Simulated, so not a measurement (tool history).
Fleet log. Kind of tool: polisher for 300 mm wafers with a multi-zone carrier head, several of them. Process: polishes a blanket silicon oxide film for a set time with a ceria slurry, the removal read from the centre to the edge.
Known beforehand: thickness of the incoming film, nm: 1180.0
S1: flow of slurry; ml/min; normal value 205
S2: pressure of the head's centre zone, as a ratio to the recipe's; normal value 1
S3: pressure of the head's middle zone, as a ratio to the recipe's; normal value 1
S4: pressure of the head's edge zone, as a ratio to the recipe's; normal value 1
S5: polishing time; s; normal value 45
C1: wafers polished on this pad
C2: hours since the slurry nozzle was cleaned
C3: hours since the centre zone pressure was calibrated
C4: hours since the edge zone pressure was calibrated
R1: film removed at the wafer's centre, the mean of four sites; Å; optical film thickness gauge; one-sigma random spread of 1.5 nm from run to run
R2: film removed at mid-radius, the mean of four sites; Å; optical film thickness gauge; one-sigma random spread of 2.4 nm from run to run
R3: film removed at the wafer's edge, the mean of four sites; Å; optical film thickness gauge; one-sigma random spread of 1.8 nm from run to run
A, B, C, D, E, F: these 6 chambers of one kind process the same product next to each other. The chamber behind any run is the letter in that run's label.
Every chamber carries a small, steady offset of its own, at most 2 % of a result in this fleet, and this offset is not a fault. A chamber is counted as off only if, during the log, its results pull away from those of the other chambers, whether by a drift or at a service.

| run | day | S1 | S2 | S3 | S4 | S5 | C1 | C2 | C3 | C4 | R1 | R2 | R3 |
|---|---|---|---|---|---|---|---|---|---|---|---|---|---|
| 1F | 0.45 | 205 | 1 | 1 | 1 | 45 | 831 | 14 | 632.3 | 154.1 | 1983 | 2056.8 | 2049.5 |
|  | 0.558 | chamber A: centre zone pressure recalibrated |
| 2C | 0.771 | 205 | 1 | 1 | 1 | 45 | 1152 | 193 | 169.7 | 347.9 | 2060.8 | 2057.7 | 2012.1 |
| 3E | 1.029 | 205 | 1 | 1 | 1 | 45 | 498 | 438.5 | 745.4 | 608.2 | 2031.8 | 2077.1 | 2020.1 |
|  | 1.25 | chamber E: centre zone pressure recalibrated |
|  | 1.283 | chamber F: worn pad replaced by a new one |
| 4D | 1.304 | 205 | 1 | 1 | 1 | 45 | 811 | 321.3 | 359.8 | 212.2 | 2084.6 | 2055.7 | 2063.4 |
|  | 1.367 | chamber C: worn pad replaced by a new one |
| 5A | 1.775 | 205 | 1 | 1 | 1 | 45 | 989 | 224.9 | 29.3 | 356.3 | 2056.6 | 2086.4 | 2031.4 |
|  | 1.8 | chamber D: centre zone pressure recalibrated |
| 6B | 2.175 | 205 | 1 | 1 | 1 | 45 | 951 | 323 | 736.4 | 622.3 | 2044.7 | 2020.1 | 2025.5 |
| 7C | 2.629 | 205 | 1 | 1 | 1 | 45 | 205 | 237.6 | 214.3 | 392.5 | 2062.5 | 2034.7 | 2043.4 |
| 8A | 2.871 | 205 | 1 | 1 | 1 | 45 | 1168 | 251.2 | 55.6 | 382.6 | 2106.5 | 2081.2 | 2019 |
|  | 3.208 | chamber A: worn pad replaced by a new one |
| 9F | 3.358 | 205 | 0.95 | 1 | 1 | 45 | 338 | 83.8 | 702.1 | 223.9 | 1910.3 | 2065.4 | 2041.3 |
| 10B | 3.646 | 205 | 0.95 | 1 | 1 | 45 | 1191 | 358.3 | 771.7 | 657.6 | 1920.3 | 1987 | 2009 |
|  | 3.908 | chamber D: worn pad replaced by a new one |
| 11D | 3.942 | 205 | 0.95 | 1 | 1 | 45 | 5 | 384.6 | 51.4 | 275.5 | 1956.3 | 2053 | 2079.4 |
| 12E | 4.292 | 205 | 0.95 | 1 | 1 | 45 | 1029 | 516.8 | 73.1 | 686.5 | 1930.9 | 2005.5 | 2008.5 |
|  | 4.333 | chamber A: slurry nozzle cleaned |
| 13D | 4.596 | 205 | 0.95 | 1 | 1 | 45 | 112 | 400.3 | 67.1 | 291.2 | 1966.9 | 2005 | 2046.7 |
| 14B | 4.917 | 205 | 0.95 | 1 | 1 | 45 | 1398 | 388.8 | 802.2 | 688.1 | 1919.4 | 2062.6 | 1992.9 |
| 15F | 5.225 | 205 | 1.08 | 1.1 | 1 | 45 | 642 | 128.6 | 746.9 | 268.7 | 2171.1 | 2270.9 | 2036.8 |
| 16E | 5.446 | 205 | 1.08 | 1.1 | 1 | 45 | 1217 | 544.5 | 100.8 | 714.2 | 2223.9 | 2183 | 2011.3 |
| 17C | 5.708 | 205 | 1.08 | 1.1 | 1 | 45 | 707 | 311.5 | 288.2 | 466.4 | 2272.6 | 2281.6 | 2036.6 |
|  | 5.779 | chamber B: worn pad replaced by a new one |
| 18A | 5.921 | 205 | 1.08 | 1.1 | 1 | 45 | 442 | 38.1 | 128.8 | 455.8 | 2274.7 | 2248.8 | 2050.3 |
| 19A | 6.25 | 205 | 1.08 | 1.1 | 1 | 45 | 495 | 46 | 136.7 | 463.7 | 2254.1 | 2280.3 | 2051.4 |
|  | 6.308 | chamber B: slurry nozzle cleaned |
|  | 6.562 | chamber C: edge zone pressure recalibrated |
| 20D | 6.654 | 205 | 1.08 | 1.1 | 1 | 45 | 447 | 449.7 | 116.5 | 340.6 | 2271 | 2228.1 | 2054.4 |
|  | 6.704 | chamber E: slurry nozzle cleaned |
| 21F | 6.988 | 205 | 1 | 1 | 1 | 45 | 929 | 170.9 | 789.2 | 311 | 2010.5 | 1987.8 | 2067.4 |
| 22C | 7.217 | 205 | 1 | 1 | 1 | 45 | 952 | 347.7 | 324.4 | 15.7 | 2065.1 | 2121.6 | 2039.4 |
| 23B | 7.6 | 205 | 1 | 1 | 1 | 45 | 296 | 31.1 | 866.6 | 752.5 | 2015 | 2064.3 | 2026.7 |
|  | 7.704 | chamber C: slurry nozzle cleaned |
|  | 7.817 | chamber F: worn pad replaced by a new one |
| 24E | 7.996 | 205 | 1 | 1.07 | 0.88 | 45 | 1632 | 31.1 | 162 | 775.4 | 2037.7 | 2193.7 | 1864.3 |
| 25C | 8.304 | 205 | 1 | 1.07 | 0.88 | 45 | 1129 | 14.5 | 350.5 | 41.8 | 2071 | 2154.9 | 1919.5 |
|  | 8.475 | chamber C: worn pad replaced by a new one |
| 26F | 8.625 | 205 | 1 | 1.07 | 0.88 | 45 | 131 | 210.2 | 828.5 | 350.3 | 2013 | 2250.2 | 1932.8 |
| 27B | 8.892 | 205 | 1 | 1.07 | 0.88 | 45 | 507 | 62.1 | 897.6 | 783.5 | 2038.3 | 2154.5 | 1887 |
| 28E | 9.204 | 205 | 1 | 1.07 | 0.88 | 45 | 1829 | 60.1 | 191 | 804.4 | 2023.1 | 2162.4 | 1879 |
| 29A | 9.621 | 205 | 1 | 1.07 | 0.88 | 45 | 1044 | 126.9 | 217.6 | 544.6 | 2093.2 | 2227.1 | 1906.4 |
|  | 9.812 | chamber A: edge zone pressure recalibrated |
| 30D | 9.888 | 205 | 1 | 1 | 1.09 | 45 | 973 | 527.3 | 194.1 | 418.2 | 2054.8 | 2063.4 | 2148.7 |
| 31F | 10.292 | 205 | 1 | 1 | 1.09 | 45 | 403 | 250.2 | 868.5 | 390.3 | 1997.7 | 2048.7 | 2138.7 |
|  | 10.475 | chamber A: worn pad replaced by a new one |
| 32D | 10.554 | 205 | 1 | 1 | 1.09 | 45 | 1082 | 543.3 | 210.1 | 434.2 | 2070.3 | 2054 | 2158.8 |
|  | 10.775 | chamber D: slurry nozzle cleaned |
| 33B | 10.971 | 205 | 1 | 1 | 1.09 | 45 | 845 | 112 | 947.5 | 833.4 | 2031 | 2072.2 | 2088.7 |
|  | 11.308 | chamber D: worn pad replaced by a new one |
| 34C | 11.388 | 205 | 1 | 1 | 1.09 | 45 | 474 | 88.5 | 424.5 | 115.8 | 2067.2 | 2056.9 | 2115.3 |
| 35A | 11.712 | 205 | 1 | 1 | 1.09 | 45 | 201 | 177.1 | 267.8 | 45.6 | 2054.9 | 2097.5 | 2156.1 |
|  | 11.871 | chamber B: centre zone pressure recalibrated |
|  | 12.117 | chamber C: centre zone pressure recalibrated |
| 36E | 12.183 | 205 | 1.08 | 1 | 1 | 45 | 2314 | 131.6 | 262.5 | 875.9 | 2138.3 | 1956.3 | 1983.2 |
|  | 12.296 | chamber B: edge zone pressure recalibrated |
| 37C | 12.617 | 205 | 1.08 | 1 | 1 | 45 | 674 | 118 | 12.1 | 145.3 | 2211.9 | 2081.3 | 2010.5 |
| 38E | 13.017 | 205 | 1.08 | 1 | 1 | 45 | 2450 | 151.6 | 282.5 | 895.9 | 2157.2 | 2042.8 | 1977 |
|  | 13.05 | chamber D: edge zone pressure recalibrated |
| 39A | 13.292 | 205 | 1.08 | 1 | 1 | 45 | 458 | 215 | 305.7 | 83.5 | 2240 | 2074.7 | 2048.5 |
|  | 13.338 | chamber F: worn pad replaced by a new one |
| 40F | 13.733 | 205 | 1.08 | 1 | 1 | 45 | 64 | 332.8 | 951.1 | 472.9 | 2187.8 | 2081.2 | 2035.3 |
| 41B | 13.967 | 205 | 1.08 | 1 | 1 | 45 | 1333 | 183.9 | 50.4 | 40.1 | 2208.4 | 2012.5 | 2044.2 |
| 42D | 14.354 | 205 | 1.1 | 1 | 1.08 | 45 | 496 | 86 | 301.3 | 31.4 | 2270.4 | 2045.3 | 2152.3 |

Does one chamber stand apart from the rest, does the shared gauge drift, or is all well apart from small per-chamber offsets? Give the chamber and the most likely cause, where there is one.

Little by little, chamber E moves away from the other chambers.
Cause: removal rate lost through wear of the pad, % = 3.87.

Chamber E could run next with any of the 4 candidate recipes listed below; each alters the usual settings, and their results appear as question marks. Which one brings its results back in line with what the other chambers deliver on the usual settings?
In line means no further than this from the other chambers' mean on the usual settings: R1 51 Å; R2 86 Å; R3 62 Å
| 43E-1 | 14.704 | 205 | 1 | 1 | 1 | 43 |  |  |  |  | ? | ? | ? |
| 43E-2 | 14.704 | 205 | 1 | 1 | 1 | 47 |  |  |  |  | ? | ? | ? |
| 43E-3 | 14.704 | 205 | 1.01 | 1 | 0.99 | 41 |  |  |  |  | ? | ? | ? |
| 43E-4 | 14.704 | 205 | 0.99 | 1 | 1.01 | 49 |  |  |  |  | ? | ? | ? |

What the other chambers average on the usual settings: R1 2047.7 Å; R2 2055.3 Å; R3 2044.9 Å
| run | R1 | R2 | R3 |
|---|---|---|---|
| 43E-1 | 1884.3 | 1870.8 | 1866.6 |
| 43E-2 | 2059.6 | 2044.8 | 2040.2 |
| 43E-3 | 1816.2 | 1783.7 | 1770.3 |
| 43E-4 | 2123.9 | 2131.9 | 2138.4 |
With 43E-2, the chamber falls back in line with the rest.
